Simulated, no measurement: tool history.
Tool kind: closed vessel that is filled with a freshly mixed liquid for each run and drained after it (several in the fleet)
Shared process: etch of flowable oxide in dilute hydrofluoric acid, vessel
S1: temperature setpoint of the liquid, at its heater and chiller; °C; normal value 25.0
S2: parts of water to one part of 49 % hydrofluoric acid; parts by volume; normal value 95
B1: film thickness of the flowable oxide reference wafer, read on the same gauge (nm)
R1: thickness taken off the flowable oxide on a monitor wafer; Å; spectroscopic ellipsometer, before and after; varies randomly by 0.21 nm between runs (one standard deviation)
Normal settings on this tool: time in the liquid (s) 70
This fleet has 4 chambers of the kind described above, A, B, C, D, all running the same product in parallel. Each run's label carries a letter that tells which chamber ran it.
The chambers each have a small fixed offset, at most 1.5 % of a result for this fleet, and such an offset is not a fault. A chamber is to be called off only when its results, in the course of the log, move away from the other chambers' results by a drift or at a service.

{"run": "1B", "hour": 6.5, "S1": 25.0, "S2": 95, "time in the liquid (s)": 70, "B1": 79.984, "R1": 250.19}
{"run": "2A", "hour": 16.4, "S1": 25.0, "S2": 95, "time in the liquid (s)": 70, "B1": 80.014, "R1": 252.35}
{"run": "3C", "hour": 24.4, "S1": 25.0, "S2": 95, "time in the liquid (s)": 70, "B1": 79.978, "R1": 252.29}
{"run": "4D", "hour": 37.4, "S1": 25.0, "S2": 95, "time in the liquid (s)": 70, "B1": 80.0, "R1": 246.34}
{"run": "5D", "hour": 46.4, "S1": 25.0, "S2": 95, "time in the liquid (s)": 70, "B1": 79.999, "R1": 247.87}
{"run": "6B", "hour": 59.9, "S1": 25.0, "S2": 95, "time in the liquid (s)": 70, "B1": 79.985, "R1": 249.1}
{"hour": 63.8, "done": "chamber C: hydrofluoric acid flow meter replaced"}
{"run": "7A", "hour": 72.4, "S1": 25.0, "S2": 95, "time in the liquid (s)": 70, "B1": 80.003, "R1": 251.79}
{"run": "8C", "hour": 81.9, "S1": 25.0, "S2": 95, "time in the liquid (s)": 70, "B1": 80.007, "R1": 249.24}
{"run": "9C", "hour": 91.0, "S1": 25.0, "S2": 95, "time in the liquid (s)": 70, "B1": 80.025, "R1": 253.38}
{"run": "10D", "hour": 104.7, "S1": 25.0, "S2": 95, "time in the liquid (s)": 70, "B1": 80.019, "R1": 252.48}
{"run": "11B", "hour": 115.9, "S1": 25.0, "S2": 95, "time in the liquid (s)": 70, "B1": 80.0, "R1": 251.65}
{"run": "12A", "hour": 122.6, "S1": 25.0, "S2": 95, "time in the liquid (s)": 70, "B1": 80.008, "R1": 254.16}
{"run": "13D", "hour": 135.7, "S1": 25.0, "S2": 95, "time in the liquid (s)": 70, "B1": 80.004, "R1": 247.72}
{"run": "14A", "hour": 142.7, "S1": 21.0, "S2": 95, "time in the liquid (s)": 45, "B1": 80.001, "R1": 138.38}
{"run": "15B", "hour": 152.6, "S1": 21.0, "S2": 95, "time in the liquid (s)": 45, "B1": 80.025, "R1": 138.3}
{"run": "16C", "hour": 163.3, "S1": 21.0, "S2": 95, "time in the liquid (s)": 45, "B1": 80.024, "R1": 138.04}
{"run": "17D", "hour": 174.6, "S1": 21.0, "S2": 95, "time in the liquid (s)": 45, "B1": 79.973, "R1": 138.01}
{"run": "18B", "hour": 182.6, "S1": 25.0, "S2": 95, "time in the liquid (s)": 70, "B1": 79.989, "R1": 250.01}
{"run": "19C", "hour": 190.0, "S1": 25.0, "S2": 95, "time in the liquid (s)": 70, "B1": 79.996, "R1": 251.72}
{"run": "20A", "hour": 201.2, "S1": 25.0, "S2": 95, "time in the liquid (s)": 45, "B1": 79.999, "R1": 161.93}
{"run": "21C", "hour": 214.8, "S1": 25.0, "S2": 95, "time in the liquid (s)": 45, "B1": 80.006, "R1": 161.13}
{"run": "22A", "hour": 225.5, "S1": 25.0, "S2": 95, "time in the liquid (s)": 45, "B1": 80.001, "R1": 164.18}
{"run": "23D", "hour": 235.7, "S1": 25.0, "S2": 95, "time in the liquid (s)": 45, "B1": 79.992, "R1": 160.96}
{"run": "24B", "hour": 243.8, "S1": 25.0, "S2": 95, "time in the liquid (s)": 70, "B1": 79.994, "R1": 249.54}
{"run": "25C", "hour": 252.1, "S1": 23.5, "S2": 130, "time in the liquid (s)": 70, "B1": 79.969, "R1": 167.71}
{"run": "26A", "hour": 264.8, "S1": 23.5, "S2": 130, "time in the liquid (s)": 70, "B1": 79.996, "R1": 166.07}
{"run": "27B", "hour": 272.6, "S1": 23.5, "S2": 130, "time in the liquid (s)": 70, "B1": 79.979, "R1": 165.05}
{"hour": 275.2, "done": "chamber C: thermometer replaced"}
{"run": "28D", "hour": 284.2, "S1": 23.5, "S2": 130, "time in the liquid (s)": 70, "B1": 79.975, "R1": 162.95}
{"run": "29A", "hour": 297.8, "S1": 25.0, "S2": 95, "time in the liquid (s)": 70, "B1": 79.974, "R1": 255.67}
{"run": "30C", "hour": 306.3, "S1": 25.0, "S2": 95, "time in the liquid (s)": 70, "B1": 80.009, "R1": 249.09}
{"run": "31D", "hour": 315.2, "S1": 25.0, "S2": 95, "time in the liquid (s)": 70, "B1": 80.012, "R1": 245.65}
{"run": "32B", "hour": 324.8, "S1": 25.0, "S2": 95, "time in the liquid (s)": 70, "B1": 80.0, "R1": 247.46}
{"run": "33A", "hour": 334.2, "S1": 25.0, "S2": 95, "time in the liquid (s)": 70, "B1": 79.995, "R1": 252.77}
{"run": "34B", "hour": 344.4, "S1": 25.0, "S2": 95, "time in the liquid (s)": 70, "B1": 80.003, "R1": 249.98}
{"run": "35C", "hour": 356.6, "S1": 25.0, "S2": 95, "time in the liquid (s)": 70, "B1": 80.016, "R1": 248.9}
{"run": "36D", "hour": 367.6, "S1": 25.0, "S2": 95, "time in the liquid (s)": 70, "B1": 79.992, "R1": 248.25}
{"hour": 370.1, "done": "chamber B: thermometer replaced"}
{"run": "37C", "hour": 374.4, "S1": 25.0, "S2": 95, "time in the liquid (s)": 70, "B1": 80.0, "R1": 253.79}
{"run": "38B", "hour": 384.2, "S1": 25.0, "S2": 95, "time in the liquid (s)": 70, "B1": 80.007, "R1": 254.26}
{"run": "39D", "hour": 396.8, "S1": 25.0, "S2": 95, "time in the liquid (s)": 70, "B1": 80.002, "R1": 250.06}
{"run": "40A", "hour": 404.3, "S1": 25.0, "S2": 95, "time in the liquid (s)": 70, "B1": 80.004, "R1": 248.45}
{"run": "41C", "hour": 413.6, "S1": 25.0, "S2": 115, "time in the liquid (s)": 70, "B1": 80.023, "R1": 200.41}

Has any chamber moved away from the others, gradually or after a service, or does the common gauge drift, or do the chambers differ only by their own small steady offsets? State the chamber and the most likely cause if one applies.

All chambers stay in line apart from their small fixed offsets, and the gauge does not drift.

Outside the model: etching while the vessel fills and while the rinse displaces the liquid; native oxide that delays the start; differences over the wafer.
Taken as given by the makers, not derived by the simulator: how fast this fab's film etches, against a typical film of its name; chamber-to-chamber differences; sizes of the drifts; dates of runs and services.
